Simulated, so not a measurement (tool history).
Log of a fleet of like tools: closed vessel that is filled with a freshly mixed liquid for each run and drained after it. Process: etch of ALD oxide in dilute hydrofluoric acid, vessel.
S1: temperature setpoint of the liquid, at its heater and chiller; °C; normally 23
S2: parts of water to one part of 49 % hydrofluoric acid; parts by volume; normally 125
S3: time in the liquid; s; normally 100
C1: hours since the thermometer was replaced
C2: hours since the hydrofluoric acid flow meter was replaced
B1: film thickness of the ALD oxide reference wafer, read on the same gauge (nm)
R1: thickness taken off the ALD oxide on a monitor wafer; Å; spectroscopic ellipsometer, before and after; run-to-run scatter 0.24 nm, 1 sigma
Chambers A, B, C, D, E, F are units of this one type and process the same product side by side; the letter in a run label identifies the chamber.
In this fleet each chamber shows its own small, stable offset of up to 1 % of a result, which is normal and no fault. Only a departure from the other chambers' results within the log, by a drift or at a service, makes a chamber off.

run,hour,S1,S2,S3,C1,C2,B1,R1
1C,4.8,23,125,100,129.6,427.4,69.964,241.71
2D,12.3,23,125,100,293.8,1972.1,69.992,245.31
3B,17.0,23,125,100,2080.9,31.0,69.970,244.93
4F,22.4,23,125,100,493.4,571.6,70.000,242.56
5A,28.5,23,125,100,1312.3,648.3,69.978,248.64
6E,33.3,23,125,100,914.9,413.4,70.024,240.63
7D,37.8,27,145,100,319.3,1997.6,70.018,241.04
8A,44.9,27,145,100,1328.7,664.7,70.004,242.46
9B,53.7,27,145,100,2117.6,67.7,70.058,240.36
10E,62.5,27,145,100,944.1,442.6,70.031,234.12
11C,70.6,27,145,100,195.4,493.2,69.994,238.58
12F,75.8,27,145,100,546.8,625.0,69.976,243.65
13B,85.4,23,125,100,2149.3,99.4,69.975,245.99
14D,92.0,23,125,100,373.5,2051.8,69.977,244.93
15F,99.8,23,125,100,570.8,649.0,70.004,246.87
16A,107.5,23,125,130,1391.3,727.3,69.968,319.50
17E,117.1,23,125,130,998.7,497.2,70.015,315.09
18C,126.9,23,125,130,251.7,549.5,69.980,321.66
19D,132.5,23,125,130,414.0,2092.3,69.992,320.45
20E,138.5,23,125,130,1020.1,518.6,69.939,317.60
21F,144.1,23,125,130,615.1,693.3,69.994,327.23
22C,151.3,23,125,100,276.1,573.9,70.018,243.60
23A,157.8,23,125,100,1441.6,777.6,70.036,248.20
24B,165.7,23,125,100,2229.6,179.7,70.020,250.00
25D,175.5,23,125,100,457.0,2135.3,70.045,245.58
26F,183.3,23,125,100,654.3,732.5,69.958,263.32
# hour 185.8: chamber F: thermometer replaced
27E,192.9,23,125,100,1074.5,573.0,70.005,243.82
28C,199.8,23,125,100,324.6,622.4,70.036,241.58
29A,204.2,23,125,100,1488.0,824.0,70.030,245.22
30B,213.8,23,125,100,2277.7,227.8,70.020,247.24
31F,218.6,23,125,45,32.8,767.8,69.988,117.29
32B,227.9,23,125,45,2291.8,241.9,69.966,112.38
33D,237.1,23,125,45,518.6,2196.9,69.988,111.57
34C,243.6,23,125,45,368.4,666.2,69.964,111.34
35E,248.2,23,125,45,1129.8,628.3,69.998,110.53
36A,257.5,23,125,45,1541.3,877.3,69.981,111.22
37F,265.7,23,125,140,79.9,814.9,69.986,376.85
38A,271.0,23,125,140,1554.8,890.8,70.005,348.55
39D,276.0,23,125,140,557.5,2235.8,70.005,345.55
40E,282.4,23,125,140,1164.0,662.5,69.967,336.31

Each of the 6 chambers runs these same settings next. Fill in every chamber's results:
41A,289.8,27,125,100,,,,?
41B,289.8,27,125,100,,,,?
41C,289.8,27,125,100,,,,?
41D,289.8,27,125,100,,,,?
41E,289.8,27,125,100,,,,?
41F,289.8,27,125,100,,,,?

run,R1
41A,289.52
41B,291.40
41C,287.26
41D,289.42
41E,283.33
41F,317.24
